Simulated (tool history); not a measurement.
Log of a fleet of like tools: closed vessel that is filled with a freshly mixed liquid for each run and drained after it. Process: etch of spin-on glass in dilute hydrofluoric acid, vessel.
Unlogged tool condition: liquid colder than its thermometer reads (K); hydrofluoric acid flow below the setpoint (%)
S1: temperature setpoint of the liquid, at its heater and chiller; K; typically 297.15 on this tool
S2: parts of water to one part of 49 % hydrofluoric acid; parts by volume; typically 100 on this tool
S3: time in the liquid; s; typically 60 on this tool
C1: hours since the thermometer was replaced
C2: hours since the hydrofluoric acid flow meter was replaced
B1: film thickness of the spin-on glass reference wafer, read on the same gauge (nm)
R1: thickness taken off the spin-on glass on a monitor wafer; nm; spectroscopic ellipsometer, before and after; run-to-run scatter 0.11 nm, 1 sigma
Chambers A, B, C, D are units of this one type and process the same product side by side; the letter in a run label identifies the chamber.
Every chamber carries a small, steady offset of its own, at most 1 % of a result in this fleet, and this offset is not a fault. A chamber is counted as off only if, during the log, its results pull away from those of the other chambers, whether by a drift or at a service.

run,hour,S1,S2,S3,C1,C2,B1,R1
1B,4.3,297.15,100,60,976.3,828.5,100.02,15.39
2C,9.1,297.15,100,60,1850.7,932.3,100.01,15.256
3A,12.8,297.15,100,60,398.6,1429.8,100.01,15.226
4D,17.4,297.15,100,60,578.5,2386.7,100.01,15.257
5B,21.2,297.15,100,60,993.2,845.4,99.985,15.391
6D,25.8,297.15,100,60,586.9,2395.1,100.01,15.205
7A,28.5,297.15,100,60,414.3,1445.5,99.998,15.263
8C,32.7,297.15,100,60,1874.3,955.9,99.99,15.331
# hour 34.1: chamber B: hydrofluoric acid flow meter replaced
9C,35.5,297.15,100,60,1877.1,958.7,99.981,15.536
10B,38.4,297.15,100,60,1010.4,4.3,100.01,15.265
11D,41.5,297.15,100,60,602.6,2410.8,99.953,15.392
12A,46.3,297.15,100,60,432.1,1463.3,99.975,15.095
13D,48.6,297.15,100,60,609.7,2417.9,99.934,15.135
14B,53.6,297.15,100,60,1025.6,19.5,99.995,15.218
15A,57.2,297.15,100,60,443,1474.2,100.02,15.298
16C,62.3,297.15,100,60,1903.9,985.5,100.02,15.284
17C,66.3,297.15,100,60,1907.9,989.5,100,15.269
18D,70.6,297.15,100,60,631.7,2439.9,99.962,14.897
19B,74.1,297.15,100,60,1046.1,40,100,15.401
20A,76.9,297.15,100,60,462.7,1493.9,100,15.134
21B,79.8,297.15,100,60,1051.8,45.7,99.999,15.559
22A,82.4,297.15,100,60,468.2,1499.4,100.02,15.247
23D,87.3,297.15,100,60,648.4,2456.6,99.99,14.636
24C,91.6,293.15,65,60,1933.2,1014.8,99.974,20.863
25D,94.4,293.15,65,60,655.5,2463.7,100.04,19.825
26A,98.8,293.15,65,60,484.6,1515.8,99.971,20.906
27B,102,293.15,65,60,1074,67.9,100.01,21.063
28C,104.3,297.15,100,60,1945.9,1027.5,99.956,15.398
29C,108.8,297.15,100,60,1950.4,1032,99.993,15.47
30D,113.2,297.15,100,60,674.3,2482.5,100,14.21

Does one chamber stand apart from the rest, does the shared gauge drift, or is all well apart from small per-chamber offsets? Give the chamber and the most likely cause, where there is one.

It is chamber D that slowly wanders off from its peers.
Cause: liquid colder than its thermometer reads (K) = 2.01.
The log may not separate it from: hydrofluoric acid flow below the setpoint (%).

Here are 4 candidates for chamber D's next run, each the usual settings with a change, their results left as question marks. Which one brings its results back in line with what the others give on the usual settings?
To be in line, a result may differ from the other chambers' mean on the usual settings by at most: R1 0.39 nm
31D-1,116.9,296.65,105,60,,,,?
31D-2,116.9,296.65,105,55,,,,?
31D-3,116.9,299.15,100,60,,,,?
31D-4,116.9,297.15,100,70,,,,?

What the other chambers average on the usual settings: R1 15.308 nm
run,R1
31D-1,13.156
31D-2,12.06
31D-3,15.384
31D-4,16.549
31D-3 is the one that brings the chamber's results back in line with the other chambers.
